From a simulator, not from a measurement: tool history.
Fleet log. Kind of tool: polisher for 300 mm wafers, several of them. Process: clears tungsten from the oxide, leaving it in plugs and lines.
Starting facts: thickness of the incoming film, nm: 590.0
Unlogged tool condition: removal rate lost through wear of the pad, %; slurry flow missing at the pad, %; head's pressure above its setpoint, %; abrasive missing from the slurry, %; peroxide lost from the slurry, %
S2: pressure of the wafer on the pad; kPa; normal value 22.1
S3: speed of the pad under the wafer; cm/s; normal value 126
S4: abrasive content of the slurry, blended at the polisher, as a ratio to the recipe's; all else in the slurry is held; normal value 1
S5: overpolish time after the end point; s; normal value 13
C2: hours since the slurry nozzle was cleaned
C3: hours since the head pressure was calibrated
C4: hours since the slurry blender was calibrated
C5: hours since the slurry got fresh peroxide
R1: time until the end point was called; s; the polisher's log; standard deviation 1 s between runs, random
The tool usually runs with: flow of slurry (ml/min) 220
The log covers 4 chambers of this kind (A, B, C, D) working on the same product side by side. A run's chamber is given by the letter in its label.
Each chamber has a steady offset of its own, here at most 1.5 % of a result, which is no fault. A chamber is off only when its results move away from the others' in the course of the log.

{"run": "1A", "hour": 4.6, "flow of slurry (ml/min)": 220, "S2": 22.1, "S3": 126, "S4": 1, "S5": 13, "wafers polished on this pad": 114, "C2": 340.2, "C3": 1319.5, "C4": 373.1, "C5": 110.5, "R1": 98.941}
{"hour": 5.7, "done": "chamber A: slurry tank refilled with fresh slurry and peroxide"}
{"hour": 6.3, "done": "chamber D: slurry tank refilled with fresh slurry and peroxide"}
{"run": "2C", "hour": 10.2, "flow of slurry (ml/min)": 220, "S2": 22.1, "S3": 126, "S4": 1, "S5": 13, "wafers polished on this pad": 395, "C2": 184.6, "C3": 931.4, "C4": 61.2, "C5": 11, "R1": 98.654}
{"run": "3B", "hour": 16.0, "flow of slurry (ml/min)": 220, "S2": 22.1, "S3": 126, "S4": 1, "S5": 13, "wafers polished on this pad": 171, "C2": 370.6, "C3": 256.2, "C4": 74.2, "C5": 107.7, "R1": 98.505}
{"hour": 18.4, "done": "chamber D: worn pad replaced by a new one"}
{"hour": 21.3, "done": "chamber B: slurry tank refilled with fresh slurry and peroxide"}
{"run": "4D", "hour": 21.7, "flow of slurry (ml/min)": 220, "S2": 22.1, "S3": 126, "S4": 1, "S5": 13, "wafers polished on this pad": 17, "C2": 344.3, "C3": 69.1, "C4": 40.2, "C5": 15.5, "R1": 94.726}
{"run": "5D", "hour": 25.4, "flow of slurry (ml/min)": 220, "S2": 22.1, "S3": 126, "S4": 1, "S5": 13, "wafers polished on this pad": 37, "C2": 348, "C3": 72.8, "C4": 43.9, "C5": 19.2, "R1": 96.919}
{"run": "6B", "hour": 30.0, "flow of slurry (ml/min)": 220, "S2": 22.1, "S3": 126, "S4": 1, "S5": 13, "wafers polished on this pad": 245, "C2": 384.6, "C3": 270.2, "C4": 88.2, "C5": 8.8, "R1": 96.535}
{"run": "7C", "hour": 36.0, "flow of slurry (ml/min)": 220, "S2": 22.1, "S3": 126, "S4": 1, "S5": 13, "wafers polished on this pad": 532, "C2": 210.4, "C3": 957.2, "C4": 87, "C5": 36.8, "R1": 97.698}
{"run": "8A", "hour": 39.7, "flow of slurry (ml/min)": 220, "S2": 22.1, "S3": 126, "S4": 1, "S5": 13, "wafers polished on this pad": 301, "C2": 375.3, "C3": 1354.6, "C4": 408.2, "C5": 34.1, "R1": 97.601}
{"run": "9A", "hour": 44.1, "flow of slurry (ml/min)": 220, "S2": 22.1, "S3": 126, "S4": 1, "S5": 13, "wafers polished on this pad": 324, "C2": 379.7, "C3": 1359, "C4": 412.6, "C5": 38.5, "R1": 96.878}
{"run": "10B", "hour": 47.5, "flow of slurry (ml/min)": 220, "S2": 22.1, "S3": 126, "S4": 1, "S5": 13, "wafers polished on this pad": 338, "C2": 402.1, "C3": 287.7, "C4": 105.7, "C5": 26.3, "R1": 98.09}
{"hour": 49.7, "done": "chamber D: slurry nozzle cleaned"}
{"run": "11D", "hour": 53.3, "flow of slurry (ml/min)": 220, "S2": 22.1, "S3": 126, "S4": 1, "S5": 13, "wafers polished on this pad": 185, "C2": 3.6, "C3": 100.7, "C4": 71.8, "C5": 47.1, "R1": 97.605}
{"run": "12C", "hour": 57.8, "flow of slurry (ml/min)": 220, "S2": 22.1, "S3": 126, "S4": 1, "S5": 13, "wafers polished on this pad": 648, "C2": 232.2, "C3": 979, "C4": 108.8, "C5": 58.6, "R1": 98.566}
{"hour": 58.6, "done": "chamber D: slurry tank refilled with fresh slurry and peroxide"}
{"run": "13C", "hour": 61.1, "flow of slurry (ml/min)": 220, "S2": 22.1, "S3": 126, "S4": 1, "S5": 13, "wafers polished on this pad": 666, "C2": 235.5, "C3": 982.3, "C4": 112.1, "C5": 61.9, "R1": 98.207}
{"hour": 62.8, "done": "chamber C: head pressure recalibrated"}
{"run": "14D", "hour": 64.6, "flow of slurry (ml/min)": 220, "S2": 22.1, "S3": 126, "S4": 1, "S5": 13, "wafers polished on this pad": 245, "C2": 14.9, "C3": 112, "C4": 83.1, "C5": 6, "R1": 96.293}
{"hour": 66.7, "done": "chamber C: slurry tank refilled with fresh slurry and peroxide"}
{"run": "15A", "hour": 68.4, "flow of slurry (ml/min)": 220, "S2": 22.1, "S3": 126, "S4": 1, "S5": 13, "wafers polished on this pad": 453, "C2": 404, "C3": 1383.3, "C4": 436.9, "C5": 62.8, "R1": 97.955}
{"run": "16B", "hour": 71.8, "flow of slurry (ml/min)": 220, "S2": 22.1, "S3": 126, "S4": 1, "S5": 9, "wafers polished on this pad": 467, "C2": 426.4, "C3": 312, "C4": 130, "C5": 50.6, "R1": 99.263}
{"hour": 74.8, "done": "chamber B: slurry nozzle cleaned"}
{"run": "17B", "hour": 77.0, "flow of slurry (ml/min)": 220, "S2": 22.1, "S3": 126, "S4": 1, "S5": 9, "wafers polished on this pad": 495, "C2": 2.2, "C3": 317.2, "C4": 135.2, "C5": 55.8, "R1": 99.866}
{"run": "18D", "hour": 81.3, "flow of slurry (ml/min)": 220, "S2": 22.1, "S3": 126, "S4": 1, "S5": 9, "wafers polished on this pad": 334, "C2": 31.6, "C3": 128.7, "C4": 99.8, "C5": 22.7, "R1": 97.394}
{"hour": 82.1, "done": "chamber C: slurry nozzle cleaned"}
{"run": "19C", "hour": 86.4, "flow of slurry (ml/min)": 220, "S2": 22.1, "S3": 126, "S4": 1, "S5": 9, "wafers polished on this pad": 800, "C2": 4.4, "C3": 23.6, "C4": 137.4, "C5": 19.7, "R1": 88.35}
{"hour": 90.2, "done": "chamber A: worn pad replaced by a new one"}
{"run": "20A", "hour": 90.6, "flow of slurry (ml/min)": 220, "S2": 22.1, "S3": 126, "S4": 1, "S5": 13, "wafers polished on this pad": 2, "C2": 426.2, "C3": 1405.5, "C4": 459.1, "C5": 85, "R1": 99.122}
{"run": "21C", "hour": 96.1, "flow of slurry (ml/min)": 220, "S2": 22.1, "S3": 126, "S4": 1, "S5": 13, "wafers polished on this pad": 852, "C2": 14.1, "C3": 33.3, "C4": 147.1, "C5": 29.4, "R1": 88.275}
{"run": "22A", "hour": 102.1, "flow of slurry (ml/min)": 220, "S2": 22.1, "S3": 126, "S4": 1, "S5": 13, "wafers polished on this pad": 63, "C2": 437.7, "C3": 1417, "C4": 470.6, "C5": 96.5, "R1": 96.401}
{"hour": 103.0, "done": "chamber A: slurry blender recalibrated"}
{"run": "23B", "hour": 106.0, "flow of slurry (ml/min)": 220, "S2": 22.1, "S3": 126, "S4": 1, "S5": 13, "wafers polished on this pad": 649, "C2": 31.2, "C3": 346.2, "C4": 164.2, "C5": 84.8, "R1": 98.628}
{"run": "24D", "hour": 109.2, "flow of slurry (ml/min)": 220, "S2": 22.1, "S3": 126, "S4": 1, "S5": 13, "wafers polished on this pad": 483, "C2": 59.5, "C3": 156.6, "C4": 127.7, "C5": 50.6, "R1": 96.8}
{"run": "25B", "hour": 112.9, "flow of slurry (ml/min)": 220, "S2": 22.1, "S3": 126, "S4": 1, "S5": 13, "wafers polished on this pad": 686, "C2": 38.1, "C3": 353.1, "C4": 171.1, "C5": 91.7, "R1": 97.822}
{"hour": 116.8, "done": "chamber A: head pressure recalibrated"}
{"hour": 117.7, "done": "chamber A: slurry tank refilled with fresh slurry and peroxide"}
{"run": "26A", "hour": 118.3, "flow of slurry (ml/min)": 220, "S2": 22.1, "S3": 126, "S4": 1, "S5": 13, "wafers polished on this pad": 149, "C2": 453.9, "C3": 1.6, "C4": 15.4, "C5": 0.6, "R1": 101.27}
{"run": "27C", "hour": 123.2, "flow of slurry (ml/min)": 220, "S2": 22.1, "S3": 126, "S4": 1, "S5": 13, "wafers polished on this pad": 996, "C2": 41.2, "C3": 60.4, "C4": 174.2, "C5": 56.5, "R1": 88.496}

The same settings go to every chamber for the next run, one line per chamber below. Forecast the results for each:
{"run": "28A", "hour": 127.5, "flow of slurry (ml/min)": 220, "S2": 22.1, "S3": 126, "S4": 0.75, "S5": 13, "R1": "?"}
{"run": "28B", "hour": 127.5, "flow of slurry (ml/min)": 220, "S2": 22.1, "S3": 126, "S4": 0.75, "S5": 13, "R1": "?"}
{"run": "28C", "hour": 127.5, "flow of slurry (ml/min)": 220, "S2": 22.1, "S3": 126, "S4": 0.75, "S5": 13, "R1": "?"}
{"run": "28D", "hour": 127.5, "flow of slurry (ml/min)": 220, "S2": 22.1, "S3": 126, "S4": 0.75, "S5": 13, "R1": "?"}

run=28A R1=106.13
run=28B R1=106.28
run=28C R1=93.421
run=28D R1=105.66
